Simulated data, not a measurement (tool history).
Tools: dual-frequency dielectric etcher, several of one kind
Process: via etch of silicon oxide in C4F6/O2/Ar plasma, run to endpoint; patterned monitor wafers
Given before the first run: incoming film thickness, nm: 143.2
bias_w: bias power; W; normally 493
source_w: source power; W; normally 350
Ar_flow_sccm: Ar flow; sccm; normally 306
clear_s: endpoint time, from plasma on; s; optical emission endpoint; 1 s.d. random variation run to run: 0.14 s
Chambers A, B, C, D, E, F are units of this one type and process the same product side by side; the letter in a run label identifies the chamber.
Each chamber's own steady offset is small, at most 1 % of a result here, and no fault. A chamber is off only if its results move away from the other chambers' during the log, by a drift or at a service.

| run | day | bias_w | source_w | Ar_flow_sccm | clear_s |
|---|---|---|---|---|---|
| 1F | 0.371 | 493 | 350 | 306 | 33.774 |
| 2D | 0.971 | 493 | 350 | 306 | 33.286 |
| 3A | 1.304 | 493 | 350 | 306 | 33.374 |
|  | 1.704 | chamber D: Ar flow controller replaced |
| 4C | 1.712 | 493 | 350 | 306 | 33.305 |
| 5B | 2.067 | 493 | 350 | 306 | 33.068 |
|  | 2.129 | chamber E: Ar flow controller replaced |
| 6E | 2.538 | 493 | 350 | 306 | 33.278 |
| 7E | 3.025 | 493 | 350 | 306 | 33.587 |
|  | 3.238 | chamber D: wet clean of the chamber |
| 8C | 3.425 | 493 | 350 | 306 | 33.253 |
| 9B | 3.842 | 493 | 350 | 306 | 33.46 |
| 10A | 4.175 | 438 | 350 | 358 | 35.568 |
| 11D | 4.746 | 438 | 350 | 358 | 35.636 |
|  | 5.108 | chamber A: bias power generator calibrated |
| 12F | 5.142 | 438 | 350 | 358 | 35.428 |
| 13D | 5.612 | 438 | 350 | 358 | 35.7 |
| 14B | 5.962 | 438 | 350 | 358 | 35.719 |
| 15A | 6.425 | 438 | 350 | 358 | 35.968 |
| 16F | 6.796 | 493 | 350 | 306 | 33.653 |
|  | 6.862 | chamber A: source power generator calibrated |
| 17E | 7.162 | 493 | 350 | 306 | 33.445 |
| 18C | 7.612 | 493 | 350 | 306 | 33.14 |
|  | 8.071 | chamber E: wet clean of the chamber |
| 19B | 8.192 | 493 | 350 | 306 | 34.042 |
| 20A | 8.692 | 493 | 350 | 306 | 33.467 |
| 21C | 9.288 | 493 | 350 | 306 | 33.3 |
| 22E | 9.825 | 493 | 350 | 306 | 33.546 |
| 23F | 10.175 | 493 | 350 | 306 | 33.329 |
| 24D | 10.646 | 567 | 350 | 306 | 31.793 |
| 25F | 11.008 | 567 | 350 | 306 | 31.76 |
|  | 11.183 | chamber E: source power generator calibrated |
| 26D | 11.338 | 567 | 350 | 306 | 31.631 |
| 27C | 11.829 | 567 | 350 | 306 | 31.474 |
| 28B | 12.196 | 567 | 350 | 306 | 32.389 |
| 29A | 12.704 | 567 | 350 | 306 | 31.604 |
| 30E | 13.075 | 493 | 350 | 306 | 33.323 |
| 31A | 13.367 | 493 | 350 | 306 | 33.097 |
| 32F | 13.908 | 493 | 350 | 306 | 33.461 |
| 33C | 14.546 | 493 | 350 | 306 | 33.381 |
| 34E | 15.092 | 411 | 440 | 306 | 32.886 |
| 35D | 15.6 | 411 | 440 | 306 | 32.593 |
| 36B | 16.029 | 411 | 440 | 306 | 33.867 |

Is one chamber off against the others, does the gauge drift, or is nothing wrong? If a chamber is off, say which, and what the likeliest cause is.

Chamber B drifts away from the others.
What lies behind it: etch rate under this chamber's usual, % = 3.57.

Chamber B could run next with any of the 4 candidate recipes listed below; each alters the usual settings, and their results appear as question marks. Which one brings its results back in line with what the other chambers deliver on the usual settings?
In line means no further than this from the other chambers' mean on the usual settings: clear_s 0.51 s
| 37B-1 | 16.496 | 574 | 350 | 306 | ? |
| 37B-2 | 16.496 | 454 | 320 | 306 | ? |
| 37B-3 | 16.496 | 537 | 350 | 306 | ? |
| 37B-4 | 16.496 | 493 | 350 | 397 | ? |

Average result of the remaining chambers running the usual settings: clear_s 33.434 s
| run | clear_s |
|---|---|
| 37B-1 | 32.777 |
| 37B-2 | 36.978 |
| 37B-3 | 33.611 |
| 37B-4 | 35.721 |
The right change is 37B-3: it brings the chamber back within the allowed miss of the others.

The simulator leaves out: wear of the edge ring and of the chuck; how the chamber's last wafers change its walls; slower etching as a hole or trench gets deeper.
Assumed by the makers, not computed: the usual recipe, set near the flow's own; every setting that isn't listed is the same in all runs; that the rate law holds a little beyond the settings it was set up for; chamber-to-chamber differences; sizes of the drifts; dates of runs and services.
